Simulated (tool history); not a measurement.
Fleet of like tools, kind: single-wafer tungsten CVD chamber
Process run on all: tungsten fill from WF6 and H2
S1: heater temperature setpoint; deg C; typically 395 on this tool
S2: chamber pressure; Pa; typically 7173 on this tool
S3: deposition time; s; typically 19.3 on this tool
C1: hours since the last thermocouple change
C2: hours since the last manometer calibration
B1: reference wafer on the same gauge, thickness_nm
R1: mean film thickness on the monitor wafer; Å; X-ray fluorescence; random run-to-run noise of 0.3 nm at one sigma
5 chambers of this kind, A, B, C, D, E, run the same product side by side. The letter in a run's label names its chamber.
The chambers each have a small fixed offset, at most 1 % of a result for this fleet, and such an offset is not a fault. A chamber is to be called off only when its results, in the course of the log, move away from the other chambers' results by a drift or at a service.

Run 1E, hour 6.1: usual settings; C1 2519.8; C2 2179.9; B1 70.863. Result: R1 667.66 Å.
Run 2B, hour 9.9: usual settings; C1 1748.6; C2 1553.2; B1 70.94. Result: R1 671.56 Å.
Run 3A, hour 15.8: usual settings; C1 1814.1; C2 1893.7; B1 70.865. Result: R1 671.63 Å.
Run 4C, hour 23: usual settings; C1 892.9; C2 881.4; B1 70.913. Result: R1 672.44 Å.
Run 5D, hour 29.7: usual settings; C1 477.1; C2 1387.7; B1 70.866. Result: R1 668.08 Å.
Run 6B, hour 35.4: usual settings; C1 1774.1; C2 1578.7; B1 70.891. Result: R1 670 Å.
Run 7A, hour 41.2: usual settings; C1 1839.5; C2 1919.1; B1 70.935. Result: R1 667.7 Å.
At hour 45.4: chamber E: thermocouple changed; heater temperature recalibrated.
Run 8D, hour 48.4: usual settings; C1 495.8; C2 1406.4; B1 70.894. Result: R1 666.43 Å.
Run 9C, hour 54: usual settings; C1 923.9; C2 912.4; B1 70.852. Result: R1 670.49 Å.
Run 10E, hour 60.1: usual settings but S1 389 deg C; C1 14.8; C2 2233.9; B1 70.892. Result: R1 592.42 Å.
Run 11D, hour 65.7: usual settings but S1 389 deg C; C1 513.1; C2 1423.7; B1 70.966. Result: R1 589.61 Å.
Run 12B, hour 69.9: usual settings but S1 389 deg C; C1 1808.6; C2 1613.2; B1 70.943. Result: R1 605.22 Å.
Run 13E, hour 77: usual settings but S1 389 deg C; C1 31.7; C2 2250.8; B1 70.835. Result: R1 600.93 Å.
Run 14C, hour 85.1: usual settings but S1 389 deg C; C1 955; C2 943.5; B1 70.856. Result: R1 598.74 Å.
Run 15A, hour 89.5: usual settings; C1 1887.8; C2 1967.4; B1 70.894. Result: R1 669.71 Å.
Run 16A, hour 93.7: usual settings; C1 1892; C2 1971.6; B1 70.97. Result: R1 672.96 Å.
Run 17C, hour 99.6: usual settings; C1 969.5; C2 958; B1 71.038. Result: R1 667.69 Å.
Run 18B, hour 105.3: usual settings but S1 388 deg C, S2 6119 Pa; C1 1844; C2 1648.6; B1 70.921. Result: R1 549.87 Å.
Run 19D, hour 113.9: usual settings but S1 388 deg C, S2 6119 Pa; C1 561.3; C2 1471.9; B1 70.961. Result: R1 545.06 Å.
Run 20E, hour 117.9: usual settings but S1 388 deg C, S2 6119 Pa; C1 72.6; C2 2291.7; B1 70.913. Result: R1 548.75 Å.
Run 21B, hour 124.7: usual settings but S1 388 deg C, S2 6119 Pa; C1 1863.4; C2 1668; B1 70.895. Result: R1 547.55 Å.
At hour 127.6: chamber B: capacitance manometer re-zeroed and calibrated.
Run 22E, hour 131: usual settings but S1 388 deg C, S2 6119 Pa; C1 85.7; C2 2304.8; B1 70.926. Result: R1 545.35 Å.
Run 23C, hour 135.5: usual settings; C1 1005.4; C2 993.9; B1 70.973. Result: R1 671.81 Å.
Run 24D, hour 139.5: usual settings; C1 586.9; C2 1497.5; B1 70.889. Result: R1 664.25 Å.
Run 25A, hour 148.1: usual settings; C1 1946.4; C2 2026; B1 70.844. Result: R1 667.55 Å.
Run 26B, hour 153.4: usual settings but S2 8173 Pa; C1 1892.1; C2 25.8; B1 70.927. Result: R1 704.87 Å.
Run 27A, hour 160.1: usual settings but S2 8173 Pa; C1 1958.4; C2 2038; B1 70.942. Result: R1 713.88 Å.
Run 28D, hour 167.1: usual settings but S2 8173 Pa; C1 614.5; C2 1525.1; B1 70.998. Result: R1 706.18 Å.
Run 29C, hour 172.9: usual settings but S2 8173 Pa; C1 1042.8; C2 1031.3; B1 71.004. Result: R1 714.33 Å.
Run 30E, hour 179.5: usual settings but S2 8173 Pa; C1 134.2; C2 2353.3; B1 70.869. Result: R1 709.11 Å.
Run 31D, hour 188.3: usual settings; C1 635.7; C2 1546.3; B1 70.891. Result: R1 660.89 Å.
Run 32C, hour 196.2: usual settings; C1 1066.1; C2 1054.6; B1 70.92. Result: R1 670.12 Å.
Run 33E, hour 202.9: usual settings; C1 157.6; C2 2376.7; B1 70.886. Result: R1 668.98 Å.
Run 34B, hour 211.1: usual settings; C1 1949.8; C2 83.5; B1 70.857. Result: R1 673.92 Å.
Run 35A, hour 219.2: usual settings; C1 2017.5; C2 2097.1; B1 70.932. Result: R1 674.22 Å.
Run 36B, hour 225.6: usual settings but S1 387 deg C, S3 16.8 s; C1 1964.3; C2 98; B1 70.96. Result: R1 497.49 Å.
Run 37E, hour 232.2: usual settings but S1 387 deg C, S3 16.8 s; C1 186.9; C2 2406; B1 70.888. Result: R1 499.87 Å.
Run 38C, hour 240.7: usual settings but S1 387 deg C, S3 16.8 s; C1 1110.6; C2 1099.1; B1 70.89. Result: R1 499.19 Å.
Run 39D, hour 245.7: usual settings but S1 387 deg C, S3 16.8 s; C1 693.1; C2 1603.7; B1 70.891. Result: R1 499 Å.
Run 40A, hour 250.5: usual settings but S1 387 deg C, S3 16.8 s; C1 2048.8; C2 2128.4; B1 70.837. Result: R1 501.42 Å.
Run 41C, hour 257.2: usual settings; C1 1127.1; C2 1115.6; B1 70.868. Result: R1 666.07 Å.

One chamber off, gauge drift, or nothing amiss beyond the chambers' own small offsets? If it is a chamber, which one, and what is the likeliest cause?

All chambers stay in line apart from their small fixed offsets, and the gauge does not drift.

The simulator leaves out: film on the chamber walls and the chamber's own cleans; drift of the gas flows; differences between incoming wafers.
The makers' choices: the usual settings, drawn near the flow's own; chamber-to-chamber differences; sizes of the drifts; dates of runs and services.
